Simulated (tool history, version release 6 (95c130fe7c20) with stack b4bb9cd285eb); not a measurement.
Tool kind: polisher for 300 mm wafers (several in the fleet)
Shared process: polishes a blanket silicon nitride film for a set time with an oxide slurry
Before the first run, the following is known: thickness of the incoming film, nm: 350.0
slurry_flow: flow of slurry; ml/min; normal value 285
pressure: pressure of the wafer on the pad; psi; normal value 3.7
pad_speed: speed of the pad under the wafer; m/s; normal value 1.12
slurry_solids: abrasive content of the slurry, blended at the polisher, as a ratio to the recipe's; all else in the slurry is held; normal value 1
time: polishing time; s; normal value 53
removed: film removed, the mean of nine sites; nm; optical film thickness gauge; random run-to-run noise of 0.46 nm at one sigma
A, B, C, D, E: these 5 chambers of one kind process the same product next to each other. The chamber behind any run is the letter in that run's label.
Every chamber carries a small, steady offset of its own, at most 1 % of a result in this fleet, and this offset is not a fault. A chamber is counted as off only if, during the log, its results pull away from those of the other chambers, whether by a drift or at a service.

| run | day | slurry_flow | pressure | pad_speed | slurry_solids | time | wafers polished on this pad | hours since the slurry nozzle was cleaned | hours since the head pressure was calibrated | hours since the slurry blender was calibrated | hours since the conditioning disc was replaced | removed |
|---|---|---|---|---|---|---|---|---|---|---|---|---|
| 1D | 0.45 | 285 | 3.7 | 1.12 | 1 | 53 | 758 | 403.3 | 667.9 | 113.5 | 30.1 | 36.701 |
|  | 0.546 | chamber C: slurry nozzle cleaned |
| 2A | 0.733 | 285 | 3.7 | 1.12 | 1 | 53 | 302 | 48 | 170.7 | 29 | 61.5 | 36.749 |
|  | 1.117 | chamber D: slurry blender recalibrated |
| 3B | 1.158 | 285 | 3.7 | 1.12 | 1 | 53 | 1118 | 504.9 | 103.3 | 29.5 | 53.1 | 36.597 |
| 4C | 1.4 | 285 | 3.7 | 1.12 | 1 | 53 | 468 | 20.6 | 274.1 | 262.7 | 61.4 | 36.23 |
|  | 1.692 | chamber B: worn pad replaced by a new one |
| 5E | 1.762 | 285 | 3.7 | 1.12 | 1 | 53 | 843 | 297.2 | 282.1 | 187.5 | 249.6 | 36.714 |
| 6D | 2.154 | 285 | 3.7 | 1.12 | 1 | 53 | 1252 | 444.2 | 708.8 | 24.9 | 71 | 36.593 |
|  | 2.475 | chamber A: worn pad replaced by a new one |
| 7A | 2.512 | 285 | 3.7 | 1.12 | 1 | 53 | 11 | 90.7 | 213.4 | 71.7 | 104.2 | 36.53 |
|  | 2.796 | chamber D: worn pad replaced by a new one |
| 8E | 2.842 | 285 | 3.7 | 1.12 | 1 | 53 | 1156 | 323.1 | 308 | 213.4 | 275.5 | 36.471 |
|  | 2.958 | chamber E: worn pad replaced by a new one |
| 9B | 3.071 | 285 | 3.7 | 1.12 | 1 | 53 | 399 | 550.8 | 149.2 | 75.4 | 99 | 36.613 |
| 10C | 3.392 | 285 | 3.7 | 1.12 | 1 | 53 | 1045 | 68.4 | 321.9 | 310.5 | 109.2 | 36.277 |
|  | 3.721 | chamber B: conditioning disc replaced and pad reconditioned |
| 11A | 3.742 | 285 | 3.7 | 1.12 | 1 | 53 | 367 | 120.2 | 242.9 | 101.2 | 133.7 | 36.647 |
|  | 3.954 | chamber A: slurry blender recalibrated |
|  | 3.967 | chamber D: slurry nozzle cleaned |
|  | 3.967 | chamber C: worn pad replaced by a new one |
| 12B | 4.088 | 285 | 3.7 | 1.12 | 1 | 53 | 694 | 575.2 | 173.6 | 99.8 | 8.8 | 36.176 |
| 13D | 4.496 | 285 | 3.7 | 1.12 | 1 | 53 | 493 | 12.7 | 765 | 81.1 | 127.2 | 36.611 |
|  | 4.888 | chamber A: worn pad replaced by a new one |
| 14E | 4.983 | 285 | 3.7 | 1.12 | 1 | 53 | 588 | 374.5 | 359.4 | 264.8 | 326.9 | 36.291 |
|  | 5.279 | chamber B: slurry blender recalibrated |
| 15C | 5.367 | 285 | 3.7 | 1.12 | 1 | 53 | 406 | 115.8 | 369.3 | 357.9 | 156.6 | 36.644 |
| 16D | 5.646 | 285 | 3.7 | 1.12 | 1 | 53 | 827 | 40.3 | 792.6 | 108.7 | 154.8 | 36.082 |
|  | 5.688 | chamber B: slurry nozzle cleaned |
| 17C | 6.054 | 285 | 3.7 | 1.12 | 1 | 53 | 605 | 132.3 | 385.8 | 374.4 | 173.1 | 36.338 |
|  | 6.217 | chamber B: worn pad replaced by a new one |
|  | 6.254 | chamber E: head pressure recalibrated |
|  | 6.388 | chamber E: worn pad replaced by a new one |
| 18A | 6.412 | 285 | 3.7 | 1.12 | 1 | 53 | 442 | 184.3 | 307 | 59.1 | 197.8 | 36.531 |
| 19B | 6.829 | 285 | 3.7 | 1.12 | 1 | 53 | 178 | 27.5 | 239.4 | 37.2 | 74.6 | 36.732 |
|  | 6.875 | chamber D: slurry blender recalibrated |
|  | 6.892 | chamber D: conditioning disc replaced and pad reconditioned |
| 20E | 7.308 | 285 | 3.7 | 1.12 | 1 | 53 | 267 | 430.3 | 25.4 | 320.6 | 382.7 | 36.494 |
|  | 7.546 | chamber C: conditioning disc replaced and pad reconditioned |
| 21D | 7.55 | 285 | 3.7 | 1.12 | 1 | 53 | 1379 | 86 | 838.3 | 16.2 | 15.9 | 36.747 |
|  | 7.654 | chamber B: conditioning disc replaced and pad reconditioned |
|  | 7.683 | chamber A: worn pad replaced by a new one |
|  | 7.725 | chamber C: worn pad replaced by a new one |
|  | 7.85 | chamber D: worn pad replaced by a new one |
|  | 7.938 | chamber A: conditioning disc replaced and pad reconditioned |
| 22E | 7.962 | 285 | 3.7 | 1.12 | 1 | 53 | 457 | 446 | 41.1 | 336.3 | 398.4 | 37.399 |
| 23B | 8.342 | 285 | 3.7 | 1.12 | 1 | 53 | 616 | 63.8 | 275.7 | 73.5 | 16.5 | 36.959 |
|  | 8.629 | chamber A: slurry blender recalibrated |
| 24C | 8.771 | 285 | 3.7 | 1.12 | 1 | 53 | 304 | 197.5 | 451 | 439.6 | 29.5 | 36.062 |
| 25A | 9.092 | 285 | 3.7 | 1.12 | 1 | 53 | 408 | 248.6 | 371.3 | 11.1 | 27.7 | 36.355 |
|  | 9.238 | chamber C: slurry blender recalibrated |
| 26C | 9.438 | 285 | 3.7 | 1.12 | 1 | 53 | 497 | 213.5 | 467 | 4.9 | 45.5 | 36.2 |
| 27B | 9.704 | 285 | 3.7 | 1.12 | 1 | 53 | 1011 | 96.5 | 308.4 | 106.2 | 49.2 | 37.256 |
|  | 10.05 | chamber A: worn pad replaced by a new one |
| 28E | 10.058 | 285 | 3.7 | 1.12 | 1 | 53 | 1065 | 496.3 | 91.4 | 386.6 | 448.7 | 36.739 |
| 29D | 10.404 | 285 | 3.7 | 1.12 | 1 | 53 | 740 | 154.5 | 906.8 | 84.7 | 84.4 | 35.945 |
|  | 10.446 | chamber B: slurry blender recalibrated |
|  | 10.462 | chamber E: worn pad replaced by a new one |
| 30A | 10.817 | 285 | 3.7 | 1.12 | 0.85 | 53 | 222 | 290 | 412.7 | 52.5 | 69.1 | 34.043 |
| 31B | 11.108 | 285 | 3.7 | 1.12 | 0.85 | 53 | 1418 | 130.2 | 342.1 | 16 | 82.9 | 34.213 |
|  | 11.258 | chamber C: worn pad replaced by a new one |
| 32C | 11.596 | 285 | 3.7 | 1.12 | 0.85 | 53 | 98 | 265.3 | 518.8 | 56.7 | 97.3 | 33.911 |
|  | 11.729 | chamber D: slurry blender recalibrated |
| 33D | 12.075 | 285 | 3.7 | 1.12 | 0.85 | 53 | 1225 | 194.6 | 946.9 | 8.4 | 124.5 | 33.284 |
|  | 12.088 | chamber E: slurry blender recalibrated |
| 34E | 12.325 | 285 | 3.7 | 1.12 | 0.85 | 53 | 540 | 550.7 | 145.8 | 5.7 | 503.1 | 34.488 |
|  | 12.346 | chamber A: slurry blender recalibrated |
| 35A | 12.75 | 285 | 3.7 | 1.12 | 1 | 53 | 783 | 336.4 | 459.1 | 9.8 | 115.5 | 35.964 |
|  | 12.775 | chamber D: worn pad replaced by a new one |
| 36D | 13.054 | 285 | 3.7 | 1.12 | 1 | 53 | 81 | 218.1 | 970.4 | 31.9 | 148 | 36.277 |

One chamber off, gauge drift, or nothing amiss beyond the chambers' own small offsets? If it is a chamber, which one, and what is the likeliest cause?

No chamber is off and the gauge is stable; the differences are just each chamber's small, constant offset.
